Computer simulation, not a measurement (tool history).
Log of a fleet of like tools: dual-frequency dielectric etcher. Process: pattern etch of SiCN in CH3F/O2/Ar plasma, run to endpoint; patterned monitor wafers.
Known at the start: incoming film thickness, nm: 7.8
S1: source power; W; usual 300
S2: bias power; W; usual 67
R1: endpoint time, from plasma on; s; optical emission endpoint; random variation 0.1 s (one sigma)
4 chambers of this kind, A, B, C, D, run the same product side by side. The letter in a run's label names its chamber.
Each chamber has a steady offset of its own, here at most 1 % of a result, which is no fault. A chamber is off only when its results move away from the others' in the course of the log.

run	hour	S1	S2	R1
1D	5.5	300	67	23.861
2A	9.7	300	67	23.94
3B	15.6	300	67	23.548
4C	21.1	300	67	23.62
5C	24.8	330	79	21.543
6D	30.5	330	79	21.7
7B	34.1	330	79	21.437
8A	39.8	330	79	21.739
9D	43.3	300	67	23.517
10C	47.5	300	67	23.691
11B	51.2	300	67	23.469
12A	56.4	300	67	23.891
13C	59.5	300	67	23.656
14B	64	370	67	21.963
15A	69.5	370	67	22.047
16D	72.3	370	67	21.7
17B	77.8	370	67	21.885
18A	83.9	300	67	23.865
19C	89.1	300	67	23.525
20D	92.8	300	67	23.611
21A	98.5	300	67	23.957
22C	101.7	300	67	23.118
23B	104.5	300	67	23.73
24D	107.6	370	67	21.722
25A	111.2	370	67	22.171
26C	114.3	370	67	21.137
27B	117.1	370	67	21.879
28D	122.3	350	61	23.051
# hour 123: chamber A: wet clean of the chamber
29D	126.5	350	61	22.848
30C	130.4	350	61	22.118
31A	135.9	350	61	23.261
32B	139.3	300	67	23.381
33D	143.3	300	67	23.683
34B	146	300	67	23.764
35C	150.9	240	67	24.591

All 4 chambers run these settings next. Forecast each chamber's results:
36A	155.3	230	67	?
36B	155.3	230	67	?
36C	155.3	230	67	?
36D	155.3	230	67	?

run	R1
36A	26.579
36B	26.115
36C	24.723
36D	26.239

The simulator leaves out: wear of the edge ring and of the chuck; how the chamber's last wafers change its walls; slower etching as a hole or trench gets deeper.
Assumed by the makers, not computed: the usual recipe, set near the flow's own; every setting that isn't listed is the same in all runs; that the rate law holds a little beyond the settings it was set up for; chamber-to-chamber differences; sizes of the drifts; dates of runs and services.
